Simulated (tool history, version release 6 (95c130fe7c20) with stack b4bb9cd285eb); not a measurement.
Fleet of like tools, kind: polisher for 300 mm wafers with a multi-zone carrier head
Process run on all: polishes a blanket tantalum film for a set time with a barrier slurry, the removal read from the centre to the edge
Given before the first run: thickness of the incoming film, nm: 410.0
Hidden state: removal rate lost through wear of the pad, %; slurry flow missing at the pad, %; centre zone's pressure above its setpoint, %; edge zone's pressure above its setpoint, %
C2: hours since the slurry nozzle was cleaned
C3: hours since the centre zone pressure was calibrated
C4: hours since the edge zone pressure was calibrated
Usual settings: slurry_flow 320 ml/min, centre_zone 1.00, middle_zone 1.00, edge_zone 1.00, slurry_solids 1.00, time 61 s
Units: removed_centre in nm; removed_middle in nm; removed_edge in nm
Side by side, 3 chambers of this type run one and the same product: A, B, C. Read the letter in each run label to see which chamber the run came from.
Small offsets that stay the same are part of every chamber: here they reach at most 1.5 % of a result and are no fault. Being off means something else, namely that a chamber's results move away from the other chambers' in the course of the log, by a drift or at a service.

Run 1C, hour 5.9: usual settings; wafers polished on this pad 749; C2 297.3; C3 1125.5; C4 82.7. Result: removed_centre 131.35 nm, removed_middle 129.920 nm, removed_edge 129.800 nm.
At hour 6.8: chamber A: worn pad replaced by a new one.
Run 2B, hour 14.2: usual settings; wafers polished on this pad 191; C2 651.9; C3 84.3; C4 201.7. Result: removed_centre 127.95 nm, removed_middle 130.290 nm, removed_edge 129.310 nm.
Run 3A, hour 21.8: usual settings; wafers polished on this pad 176; C2 550.7; C3 577.5; C4 597.4. Result: removed_centre 129.77 nm, removed_middle 130.050 nm, removed_edge 129.560 nm.
At hour 28.4: chamber C: worn pad replaced by a new one.
Run 4B, hour 28.5: usual settings; wafers polished on this pad 359; C2 666.2; C3 98.6; C4 216.0. Result: removed_centre 130.14 nm, removed_middle 129.970 nm, removed_edge 126.200 nm.
Run 5C, hour 33.9: usual settings; wafers polished on this pad 65; C2 325.3; C3 1153.5; C4 110.7. Result: removed_centre 131.80 nm, removed_middle 131.360 nm, removed_edge 128.460 nm.
Run 6A, hour 38.0: usual settings but centre_zone 1.07, time 47 s; wafers polished on this pad 367; C2 566.9; C3 593.7; C4 613.6. Result: removed_centre 107.17 nm, removed_middle 99.941 nm, removed_edge 100.630 nm.
Run 7B, hour 44.1: usual settings but centre_zone 1.07, time 47 s; wafers polished on this pad 542; C2 681.8; C3 114.2; C4 231.6. Result: removed_centre 106.92 nm, removed_middle 100.480 nm, removed_edge 98.631 nm.
Run 8C, hour 53.0: usual settings but centre_zone 1.07, time 47 s; wafers polished on this pad 289; C2 344.4; C3 1172.6; C4 129.8. Result: removed_centre 107.30 nm, removed_middle 99.739 nm, removed_edge 99.915 nm.
At hour 58.7: chamber A: worn pad replaced by a new one.
Run 9A, hour 61.0: usual settings; wafers polished on this pad 27; C2 589.9; C3 616.7; C4 636.6. Result: removed_centre 127.58 nm, removed_middle 128.380 nm, removed_edge 129.710 nm.
Run 10A, hour 66.0: usual settings; wafers polished on this pad 86; C2 594.9; C3 621.7; C4 641.6. Result: removed_centre 128.69 nm, removed_middle 128.240 nm, removed_edge 127.980 nm.
Run 11C, hour 72.0: usual settings but time 79 s; wafers polished on this pad 512; C2 363.4; C3 1191.6; C4 148.8. Result: removed_centre 165.89 nm, removed_middle 168.570 nm, removed_edge 167.210 nm.
At hour 72.6: chamber B: worn pad replaced by a new one.
Run 12B, hour 78.6: usual settings but time 79 s; wafers polished on this pad 71; C2 716.3; C3 148.7; C4 266.1. Result: removed_centre 166.68 nm, removed_middle 168.210 nm, removed_edge 166.480 nm.
Run 13B, hour 84.6: usual settings but time 79 s; wafers polished on this pad 142; C2 722.3; C3 154.7; C4 272.1. Result: removed_centre 166.09 nm, removed_middle 166.210 nm, removed_edge 166.250 nm.
Run 14C, hour 93.5: usual settings; wafers polished on this pad 765; C2 384.9; C3 1213.1; C4 170.3. Result: removed_centre 130.25 nm, removed_middle 128.420 nm, removed_edge 129.310 nm.
At hour 98.1: chamber C: worn pad replaced by a new one.
Run 15A, hour 99.5: usual settings; wafers polished on this pad 480; C2 628.4; C3 655.2; C4 675.1. Result: removed_centre 128.18 nm, removed_middle 130.470 nm, removed_edge 129.870 nm.
At hour 104.8: chamber A: slurry nozzle cleaned.
Run 16A, hour 107.3: usual settings; wafers polished on this pad 571; C2 2.6; C3 663.0; C4 682.9. Result: removed_centre 129.76 nm, removed_middle 128.860 nm, removed_edge 130.140 nm.
Run 17C, hour 113.1: usual settings; wafers polished on this pad 177; C2 404.5; C3 1232.7; C4 189.9. Result: removed_centre 129.90 nm, removed_middle 130.330 nm, removed_edge 130.940 nm.
At hour 116.1: chamber A: worn pad replaced by a new one.
Run 18B, hour 120.3: usual settings; wafers polished on this pad 561; C2 758.0; C3 190.4; C4 307.8. Result: removed_centre 129.18 nm, removed_middle 130.040 nm, removed_edge 127.030 nm.
Run 19C, hour 128.9: usual settings but edge_zone 1.08, slurry_solids 0.85; wafers polished on this pad 362; C2 420.3; C3 1248.5; C4 205.7. Result: removed_centre 122.05 nm, removed_middle 123.920 nm, removed_edge 129.320 nm.
At hour 131.3: chamber C: centre zone pressure recalibrated.
At hour 132.8: chamber C: slurry nozzle cleaned.
Run 20A, hour 135.5: usual settings but edge_zone 1.08, slurry_solids 0.85; wafers polished on this pad 227; C2 30.8; C3 691.2; C4 711.1. Result: removed_centre 123.14 nm, removed_middle 124.140 nm, removed_edge 129.560 nm.
Run 21B, hour 140.4: usual settings but edge_zone 1.08, slurry_solids 0.85; wafers polished on this pad 797; C2 778.1; C3 210.5; C4 327.9. Result: removed_centre 124.50 nm, removed_middle 122.380 nm, removed_edge 126.400 nm.
Run 22C, hour 144.8: usual settings; wafers polished on this pad 549; C2 12.1; C3 13.5; C4 221.6. Result: removed_centre 139.80 nm, removed_middle 130.570 nm, removed_edge 128.680 nm.
Run 23A, hour 150.0: usual settings; wafers polished on this pad 398; C2 45.3; C3 705.7; C4 725.6. Result: removed_centre 129.23 nm, removed_middle 128.370 nm, removed_edge 130.890 nm.
At hour 150.1: chamber B: worn pad replaced by a new one.
Run 24B, hour 154.4: usual settings; wafers polished on this pad 51; C2 792.1; C3 224.5; C4 341.9. Result: removed_centre 129.54 nm, removed_middle 129.210 nm, removed_edge 128.280 nm.
Run 25B, hour 159.3: usual settings; wafers polished on this pad 108; C2 797.0; C3 229.4; C4 346.8. Result: removed_centre 130.30 nm, removed_middle 131.390 nm, removed_edge 129.730 nm.
Run 26A, hour 167.4: usual settings; wafers polished on this pad 602; C2 62.7; C3 723.1; C4 743.0. Result: removed_centre 127.11 nm, removed_middle 127.190 nm, removed_edge 130.440 nm.
At hour 168.3: chamber C: worn pad replaced by a new one.
At hour 171.3: chamber A: worn pad replaced by a new one.
Run 27C, hour 176.3: usual settings but middle_zone 0.94; wafers polished on this pad 94; C2 43.6; C3 45.0; C4 253.1. Result: removed_centre 139.09 nm, removed_middle 121.430 nm, removed_edge 129.150 nm.
Run 28A, hour 183.3: usual settings but middle_zone 0.94; wafers polished on this pad 140; C2 78.6; C3 739.0; C4 758.9. Result: removed_centre 129.00 nm, removed_middle 122.710 nm, removed_edge 130.040 nm.
Run 29C, hour 188.5: usual settings but middle_zone 0.94; wafers polished on this pad 237; C2 55.8; C3 57.2; C4 265.3. Result: removed_centre 137.80 nm, removed_middle 123.190 nm, removed_edge 130.360 nm.
Run 30B, hour 194.5: usual settings but centre_zone 1.09; wafers polished on this pad 522; C2 832.2; C3 264.6; C4 382.0. Result: removed_centre 140.25 nm, removed_middle 130.370 nm, removed_edge 128.410 nm.
Run 31B, hour 202.4: usual settings but centre_zone 1.09; wafers polished on this pad 614; C2 840.1; C3 272.5; C4 389.9. Result: removed_centre 140.12 nm, removed_middle 129.120 nm, removed_edge 128.450 nm.
Run 32C, hour 209.1: usual settings but centre_zone 1.09; wafers polished on this pad 479; C2 76.4; C3 77.8; C4 285.9. Result: removed_centre 155.21 nm, removed_middle 129.830 nm, removed_edge 129.840 nm.
Run 33A, hour 217.3: usual settings but edge_zone 0.91; wafers polished on this pad 540; C2 112.6; C3 773.0; C4 792.9. Result: removed_centre 130.35 nm, removed_middle 128.600 nm, removed_edge 121.440 nm.

Next, every chamber runs the same settings. What will each give?
Run 34A, hour 224.1: usual settings but slurry_solids 1.15. Result: removed_centre ?, removed_middle ?, removed_edge ?.
Run 34B, hour 224.1: usual settings but slurry_solids 1.15. Result: removed_centre ?, removed_middle ?, removed_edge ?.
Run 34C, hour 224.1: usual settings but slurry_solids 1.15. Result: removed_centre ?, removed_middle ?, removed_edge ?.

run  removed_centre  removed_middle  removed_edge
34A          133.14         134.630       135.220
34B          133.97         136.340       133.030
34C          143.70         133.960       134.530
